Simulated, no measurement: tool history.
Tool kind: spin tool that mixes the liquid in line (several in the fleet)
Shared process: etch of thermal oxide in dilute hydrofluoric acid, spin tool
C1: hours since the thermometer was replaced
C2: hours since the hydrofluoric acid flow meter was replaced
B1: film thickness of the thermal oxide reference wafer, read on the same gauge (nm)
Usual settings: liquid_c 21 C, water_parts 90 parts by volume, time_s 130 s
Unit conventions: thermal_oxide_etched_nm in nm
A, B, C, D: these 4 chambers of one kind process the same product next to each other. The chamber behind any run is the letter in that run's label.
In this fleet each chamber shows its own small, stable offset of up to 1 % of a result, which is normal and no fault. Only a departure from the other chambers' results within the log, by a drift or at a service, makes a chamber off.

{"run": "1A", "hour": 7.0, "liquid_c": 21, "water_parts": 90, "time_s": 130, "C1": 1216.8, "C2": 491.9, "B1": 60.012, "thermal_oxide_etched_nm": 6.1595}
{"run": "2D", "hour": 14.1, "liquid_c": 21, "water_parts": 90, "time_s": 130, "C1": 532.5, "C2": 202.8, "B1": 60.039, "thermal_oxide_etched_nm": 6.2052}
{"run": "3B", "hour": 19.6, "liquid_c": 21, "water_parts": 90, "time_s": 130, "C1": 571.2, "C2": 319.2, "B1": 59.983, "thermal_oxide_etched_nm": 6.1883}
{"run": "4C", "hour": 26.0, "liquid_c": 21, "water_parts": 90, "time_s": 130, "C1": 289.8, "C2": 1501.5, "B1": 59.989, "thermal_oxide_etched_nm": 6.0952}
{"run": "5C", "hour": 30.6, "liquid_c": 21, "water_parts": 90, "time_s": 130, "C1": 294.4, "C2": 1506.1, "B1": 59.999, "thermal_oxide_etched_nm": 6.1376}
{"run": "6B", "hour": 35.2, "liquid_c": 25, "water_parts": 90, "time_s": 65, "C1": 586.8, "C2": 334.8, "B1": 60.009, "thermal_oxide_etched_nm": 3.6165}
{"run": "7A", "hour": 42.3, "liquid_c": 25, "water_parts": 90, "time_s": 65, "C1": 1252.1, "C2": 527.2, "B1": 60.008, "thermal_oxide_etched_nm": 3.5784}
{"run": "8D", "hour": 49.0, "liquid_c": 25, "water_parts": 90, "time_s": 65, "C1": 567.4, "C2": 237.7, "B1": 59.991, "thermal_oxide_etched_nm": 3.5988}
{"run": "9D", "hour": 53.4, "liquid_c": 25, "water_parts": 90, "time_s": 65, "C1": 571.8, "C2": 242.1, "B1": 60.005, "thermal_oxide_etched_nm": 3.6388}
{"run": "10C", "hour": 57.9, "liquid_c": 21, "water_parts": 90, "time_s": 130, "C1": 321.7, "C2": 1533.4, "B1": 59.996, "thermal_oxide_etched_nm": 6.2012}
{"run": "11A", "hour": 62.1, "liquid_c": 21, "water_parts": 125, "time_s": 170, "C1": 1271.9, "C2": 547, "B1": 60.007, "thermal_oxide_etched_nm": 5.4752}
{"run": "12B", "hour": 68.9, "liquid_c": 21, "water_parts": 125, "time_s": 170, "C1": 620.5, "C2": 368.5, "B1": 59.999, "thermal_oxide_etched_nm": 5.758}
{"run": "13A", "hour": 75.0, "liquid_c": 21, "water_parts": 125, "time_s": 170, "C1": 1284.8, "C2": 559.9, "B1": 60, "thermal_oxide_etched_nm": 5.5841}
{"run": "14C", "hour": 82.7, "liquid_c": 21, "water_parts": 125, "time_s": 170, "C1": 346.5, "C2": 1558.2, "B1": 60.006, "thermal_oxide_etched_nm": 5.5348}
{"run": "15B", "hour": 90.5, "liquid_c": 21, "water_parts": 90, "time_s": 130, "C1": 642.1, "C2": 390.1, "B1": 59.999, "thermal_oxide_etched_nm": 6.4603}
{"run": "16D", "hour": 98.0, "liquid_c": 21, "water_parts": 90, "time_s": 130, "C1": 616.4, "C2": 286.7, "B1": 59.972, "thermal_oxide_etched_nm": 6.1299}
{"run": "17A", "hour": 104.9, "liquid_c": 21, "water_parts": 90, "time_s": 130, "C1": 1314.7, "C2": 589.8, "B1": 59.968, "thermal_oxide_etched_nm": 6.1103}
{"run": "18C", "hour": 109.3, "liquid_c": 21, "water_parts": 90, "time_s": 130, "C1": 373.1, "C2": 1584.8, "B1": 60.027, "thermal_oxide_etched_nm": 6.1285}
{"run": "19D", "hour": 115.0, "liquid_c": 21, "water_parts": 90, "time_s": 130, "C1": 633.4, "C2": 303.7, "B1": 60.01, "thermal_oxide_etched_nm": 6.2178}
{"run": "20B", "hour": 121.7, "liquid_c": 21, "water_parts": 90, "time_s": 130, "C1": 673.3, "C2": 421.3, "B1": 60.036, "thermal_oxide_etched_nm": 6.423}
{"run": "21D", "hour": 127.6, "liquid_c": 21, "water_parts": 90, "time_s": 130, "C1": 646, "C2": 316.3, "B1": 59.986, "thermal_oxide_etched_nm": 6.2051}
{"run": "22B", "hour": 133.3, "liquid_c": 21, "water_parts": 90, "time_s": 130, "C1": 684.9, "C2": 432.9, "B1": 59.993, "thermal_oxide_etched_nm": 6.4925}
{"run": "23C", "hour": 139.6, "liquid_c": 21, "water_parts": 90, "time_s": 130, "C1": 403.4, "C2": 1615.1, "B1": 60.007, "thermal_oxide_etched_nm": 6.1353}
{"run": "24A", "hour": 145.1, "liquid_c": 21, "water_parts": 60, "time_s": 165, "C1": 1354.9, "C2": 630, "B1": 59.98, "thermal_oxide_etched_nm": 12.084}
{"run": "25B", "hour": 151.9, "liquid_c": 21, "water_parts": 60, "time_s": 165, "C1": 703.5, "C2": 451.5, "B1": 59.992, "thermal_oxide_etched_nm": 12.833}
{"run": "26A", "hour": 155.7, "liquid_c": 21, "water_parts": 60, "time_s": 165, "C1": 1365.5, "C2": 640.6, "B1": 59.995, "thermal_oxide_etched_nm": 12.044}
{"run": "27C", "hour": 160.6, "liquid_c": 21, "water_parts": 60, "time_s": 165, "C1": 424.4, "C2": 1636.1, "B1": 60.011, "thermal_oxide_etched_nm": 12.385}
{"run": "28D", "hour": 166.1, "liquid_c": 21, "water_parts": 90, "time_s": 130, "C1": 684.5, "C2": 354.8, "B1": 59.999, "thermal_oxide_etched_nm": 6.229}
{"run": "29A", "hour": 172.6, "liquid_c": 21, "water_parts": 90, "time_s": 130, "C1": 1382.4, "C2": 657.5, "B1": 60.01, "thermal_oxide_etched_nm": 6.1254}
{"hour": 174.3, "done": "chamber A: thermometer replaced"}
{"run": "30B", "hour": 178.9, "liquid_c": 23, "water_parts": 60, "time_s": 130, "C1": 730.5, "C2": 478.5, "B1": 59.988, "thermal_oxide_etched_nm": 11.13}
{"run": "31C", "hour": 183.1, "liquid_c": 23, "water_parts": 60, "time_s": 130, "C1": 446.9, "C2": 1658.6, "B1": 60.004, "thermal_oxide_etched_nm": 10.516}
{"run": "32D", "hour": 189.6, "liquid_c": 23, "water_parts": 60, "time_s": 130, "C1": 708, "C2": 378.3, "B1": 60.006, "thermal_oxide_etched_nm": 10.346}
{"run": "33B", "hour": 196.4, "liquid_c": 23, "water_parts": 60, "time_s": 130, "C1": 748, "C2": 496, "B1": 60.015, "thermal_oxide_etched_nm": 11.174}
{"run": "34A", "hour": 202.4, "liquid_c": 21, "water_parts": 90, "time_s": 130, "C1": 28.1, "C2": 687.3, "B1": 60.002, "thermal_oxide_etched_nm": 6.0989}
{"run": "35D", "hour": 208.5, "liquid_c": 21, "water_parts": 90, "time_s": 130, "C1": 726.9, "C2": 397.2, "B1": 60.011, "thermal_oxide_etched_nm": 6.1322}
{"run": "36C", "hour": 215.8, "liquid_c": 21, "water_parts": 90, "time_s": 130, "C1": 479.6, "C2": 1691.3, "B1": 59.992, "thermal_oxide_etched_nm": 6.1393}
{"run": "37C", "hour": 223.1, "liquid_c": 21, "water_parts": 90, "time_s": 130, "C1": 486.9, "C2": 1698.6, "B1": 60.019, "thermal_oxide_etched_nm": 6.1311}
{"run": "38A", "hour": 227.1, "liquid_c": 21, "water_parts": 90, "time_s": 130, "C1": 52.8, "C2": 712, "B1": 60.006, "thermal_oxide_etched_nm": 6.184}

For the next run the whole fleet of 4 chambers uses the same settings. Give each chamber's results:
{"run": "39A", "hour": 233.0, "liquid_c": 21, "water_parts": 125, "time_s": 130, "thermal_oxide_etched_nm": "?"}
{"run": "39B", "hour": 233.0, "liquid_c": 21, "water_parts": 125, "time_s": 130, "thermal_oxide_etched_nm": "?"}
{"run": "39C", "hour": 233.0, "liquid_c": 21, "water_parts": 125, "time_s": 130, "thermal_oxide_etched_nm": "?"}
{"run": "39D", "hour": 233.0, "liquid_c": 21, "water_parts": 125, "time_s": 130, "thermal_oxide_etched_nm": "?"}

run=39A thermal_oxide_etched_nm=4.2637
run=39B thermal_oxide_etched_nm=4.7999
run=39C thermal_oxide_etched_nm=4.2464
run=39D thermal_oxide_etched_nm=4.3009

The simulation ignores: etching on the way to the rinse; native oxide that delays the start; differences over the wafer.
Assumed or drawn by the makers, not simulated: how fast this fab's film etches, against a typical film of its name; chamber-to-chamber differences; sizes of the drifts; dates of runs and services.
